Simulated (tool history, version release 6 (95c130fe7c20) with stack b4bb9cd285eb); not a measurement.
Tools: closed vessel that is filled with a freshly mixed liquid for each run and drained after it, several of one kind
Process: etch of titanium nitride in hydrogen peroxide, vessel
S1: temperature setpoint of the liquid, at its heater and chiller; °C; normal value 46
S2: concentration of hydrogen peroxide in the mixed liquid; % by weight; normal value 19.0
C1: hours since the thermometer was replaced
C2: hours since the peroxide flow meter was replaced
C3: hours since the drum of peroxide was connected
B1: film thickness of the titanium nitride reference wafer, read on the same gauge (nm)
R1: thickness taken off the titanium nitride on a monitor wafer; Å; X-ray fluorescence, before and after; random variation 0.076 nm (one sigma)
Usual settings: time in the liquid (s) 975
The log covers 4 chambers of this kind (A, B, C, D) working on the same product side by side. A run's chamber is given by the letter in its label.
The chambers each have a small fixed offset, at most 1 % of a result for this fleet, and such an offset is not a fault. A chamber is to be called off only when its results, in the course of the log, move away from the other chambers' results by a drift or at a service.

-- hour=2.9 chamber A: thermometer replaced
run 1D hour=4.4 | S1=46 S2=19.0 time_in_the_liquid_(s)=975 | C1=390.5 C2=424.3 C3=251.9 | B1=40.048 | R1=230.94
run 2B hour=9.6 | S1=46 S2=19.0 time_in_the_liquid_(s)=975 | C1=1393.3 C2=1535.6 C3=171.1 | B1=40.070 | R1=227.79
run 3C hour=14.6 | S1=46 S2=19.0 time_in_the_liquid_(s)=975 | C1=1288.4 C2=76.1 C3=151.6 | B1=39.977 | R1=230.73
run 4A hour=19.4 | S1=46 S2=19.0 time_in_the_liquid_(s)=975 | C1=16.6 C2=551.2 C3=207.9 | B1=40.011 | R1=226.81
run 5C hour=25.1 | S1=46 S2=19.0 time_in_the_liquid_(s)=975 | C1=1298.9 C2=86.6 C3=162.1 | B1=40.025 | R1=230.08
run 6D hour=28.7 | S1=50 S2=19.0 time_in_the_liquid_(s)=975 | C1=414.8 C2=448.6 C3=276.2 | B1=40.051 | R1=308.56
run 7B hour=31.4 | S1=50 S2=19.0 time_in_the_liquid_(s)=975 | C1=1415.1 C2=1557.4 C3=192.9 | B1=39.993 | R1=305.45
run 8A hour=34.8 | S1=50 S2=19.0 time_in_the_liquid_(s)=975 | C1=32.0 C2=566.6 C3=223.3 | B1=40.026 | R1=307.60
run 9C hour=39.7 | S1=50 S2=19.0 time_in_the_liquid_(s)=975 | C1=1313.5 C2=101.2 C3=176.7 | B1=39.945 | R1=309.44
run 10B hour=45.5 | S1=46 S2=19.0 time_in_the_liquid_(s)=975 | C1=1429.2 C2=1571.5 C3=207.0 | B1=39.987 | R1=228.69
run 11A hour=49.5 | S1=46 S2=19.0 time_in_the_liquid_(s)=975 | C1=46.7 C2=581.3 C3=238.0 | B1=40.012 | R1=228.14
run 12D hour=52.2 | S1=46 S2=19.0 time_in_the_liquid_(s)=975 | C1=438.3 C2=472.1 C3=299.7 | B1=39.986 | R1=229.75
run 13D hour=56.7 | S1=46 S2=19.0 time_in_the_liquid_(s)=975 | C1=442.8 C2=476.6 C3=304.2 | B1=39.988 | R1=228.93
run 14A hour=59.3 | S1=46 S2=19.0 time_in_the_liquid_(s)=975 | C1=56.5 C2=591.1 C3=247.8 | B1=39.983 | R1=228.17
run 15B hour=63.0 | S1=46 S2=19.0 time_in_the_liquid_(s)=975 | C1=1446.7 C2=1589.0 C3=224.5 | B1=39.975 | R1=229.20
run 16C hour=66.8 | S1=46 S2=19.0 time_in_the_liquid_(s)=975 | C1=1340.6 C2=128.3 C3=203.8 | B1=39.991 | R1=229.31
run 17A hour=70.0 | S1=46 S2=19.0 time_in_the_liquid_(s)=975 | C1=67.2 C2=601.8 C3=258.5 | B1=39.998 | R1=228.39
run 18C hour=74.4 | S1=40 S2=22.5 time_in_the_liquid_(s)=975 | C1=1348.2 C2=135.9 C3=211.4 | B1=40.013 | R1=152.33
run 19B hour=79.6 | S1=40 S2=22.5 time_in_the_liquid_(s)=975 | C1=1463.3 C2=1605.6 C3=241.1 | B1=40.007 | R1=149.81
run 20D hour=85.1 | S1=40 S2=22.5 time_in_the_liquid_(s)=975 | C1=471.2 C2=505.0 C3=332.6 | B1=39.966 | R1=149.69
run 21D hour=90.2 | S1=40 S2=22.5 time_in_the_liquid_(s)=975 | C1=476.3 C2=510.1 C3=337.7 | B1=39.958 | R1=149.87
run 22B hour=95.7 | S1=46 S2=19.0 time_in_the_liquid_(s)=975 | C1=1479.4 C2=1621.7 C3=257.2 | B1=39.976 | R1=226.79
run 23A hour=98.5 | S1=46 S2=19.0 time_in_the_liquid_(s)=975 | C1=95.7 C2=630.3 C3=287.0 | B1=39.975 | R1=228.83
run 24C hour=104.0 | S1=46 S2=19.0 time_in_the_liquid_(s)=975 | C1=1377.8 C2=165.5 C3=241.0 | B1=40.011 | R1=229.94
run 25B hour=107.7 | S1=46 S2=19.0 time_in_the_liquid_(s)=975 | C1=1491.4 C2=1633.7 C3=269.2 | B1=40.025 | R1=227.57
run 26A hour=113.7 | S1=46 S2=19.0 time_in_the_liquid_(s)=975 | C1=110.9 C2=645.5 C3=302.2 | B1=40.030 | R1=228.46
run 27D hour=118.1 | S1=46 S2=19.0 time_in_the_liquid_(s)=975 | C1=504.2 C2=538.0 C3=365.6 | B1=40.005 | R1=222.48
run 28C hour=121.9 | S1=46 S2=19.0 time_in_the_liquid_(s)=975 | C1=1395.7 C2=183.4 C3=258.9 | B1=40.064 | R1=229.79
run 29B hour=125.6 | S1=46 S2=19.0 time_in_the_liquid_(s)=975 | C1=1509.3 C2=1651.6 C3=287.1 | B1=39.990 | R1=227.29
run 30D hour=128.4 | S1=46 S2=19.0 time_in_the_liquid_(s)=975 | C1=514.5 C2=548.3 C3=375.9 | B1=39.971 | R1=221.48

Each of the 4 chambers runs these same settings next. Fill in every chamber's results:
run 31A hour=132.8 | S1=46 S2=19.0 time_in_the_liquid_(s)=975 | R1=?
run 31B hour=132.8 | S1=46 S2=19.0 time_in_the_liquid_(s)=975 | R1=?
run 31C hour=132.8 | S1=46 S2=19.0 time_in_the_liquid_(s)=975 | R1=?
run 31D hour=132.8 | S1=46 S2=19.0 time_in_the_liquid_(s)=975 | R1=?

run=31A R1=228.41
run=31B R1=227.26
run=31C R1=231.47
run=31D R1=221.86
